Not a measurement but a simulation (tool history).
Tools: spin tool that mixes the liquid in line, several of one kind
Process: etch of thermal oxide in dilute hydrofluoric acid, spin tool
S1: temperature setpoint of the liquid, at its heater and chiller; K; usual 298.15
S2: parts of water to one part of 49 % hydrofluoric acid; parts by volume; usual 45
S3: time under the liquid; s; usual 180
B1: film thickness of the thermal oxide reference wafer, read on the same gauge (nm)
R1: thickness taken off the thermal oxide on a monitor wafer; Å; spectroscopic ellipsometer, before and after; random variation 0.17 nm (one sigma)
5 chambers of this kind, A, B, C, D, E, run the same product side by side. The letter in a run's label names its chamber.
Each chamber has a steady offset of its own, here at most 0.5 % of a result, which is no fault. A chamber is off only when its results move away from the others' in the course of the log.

run   hour      S1  S2   S3      B1      R1
 1E    2.6  298.15  45  180  80.007  210.63
 2A    6.7  298.15  45  180  80.019  211.79
 3B   11.1  298.15  45  180  80.009  210.16
 4C     15  298.15  45  180  79.988  214.18
 5D   19.8  298.15  45  180  79.996  211.56
 6B   24.7  298.15  45  180  80.003  213.45
      26.7  -- chamber D: thermometer replaced
 7E   29.5  298.15  45   75  80.024  88.681
 8A   32.7  298.15  45   75  79.991  87.962
 9D   36.3  298.15  45   75  80.007  88.109
10C   40.8  298.15  45   75  80.021  87.661
11B   43.7  298.15  45   75  80.035  88.309
12C   47.9  298.15  45  180  79.981  213.95
13E   50.5  298.15  45  180   79.99  209.41
14D   53.6  298.15  45  180  80.023  212.95
15A     58  298.15  45  180  80.013  212.66
16E   60.6  298.15  45  180  80.002  210.95
17D   64.3  298.15  45  180  80.003  211.21
18C   69.1  298.15  45  180   79.99   212.2
19B   72.2  293.15  45  180   80.01  172.27
20A     75  293.15  45  180  79.971  170.96
21C   79.3  293.15  45  180   79.99  174.58
22B   84.7  293.15  45  180  80.005  171.56
23D   87.6  293.15  45  180  80.027  171.75
24E   92.6  298.15  45  180  79.971  213.04
25A   96.7  298.15  45  180  79.987  211.53
26D  101.3  298.15  45  180  80.015  211.88
27A  103.8  298.15  45  180  79.973  207.54
28B  106.8  298.15  45  180  79.983  209.74
29E  111.5  298.15  45  180  80.009  210.23
30C    115  298.15  45  180  79.995  209.76
31D  117.7  298.15  45  180  79.995  211.98
32A  122.2  300.65  45  180  79.999  233.26
33E  124.9  300.65  45  180  79.992  238.55
34B  130.3  300.65  45  180  79.991  237.55
35C  134.5  300.65  45  180  79.997  232.46
36E  137.6  300.65  45  180  79.992  234.98
37A  142.2  298.15  45  180  80.042  211.24
38D  147.5  298.15  45  180  79.993  211.48
39C  151.6  298.15  45  180  79.999  211.63
40B  155.3  298.15  45  180  79.974  212.58
41B  157.9  298.15  45  180  80.014   215.7
42D  162.1  298.15  45  180  80.018  211.08

Is one chamber off against the others, does the gauge drift, or is nothing wrong? If a chamber is off, say which, and what the likeliest cause is.

No chamber stands off beyond its own small offset, and the gauge holds steady.
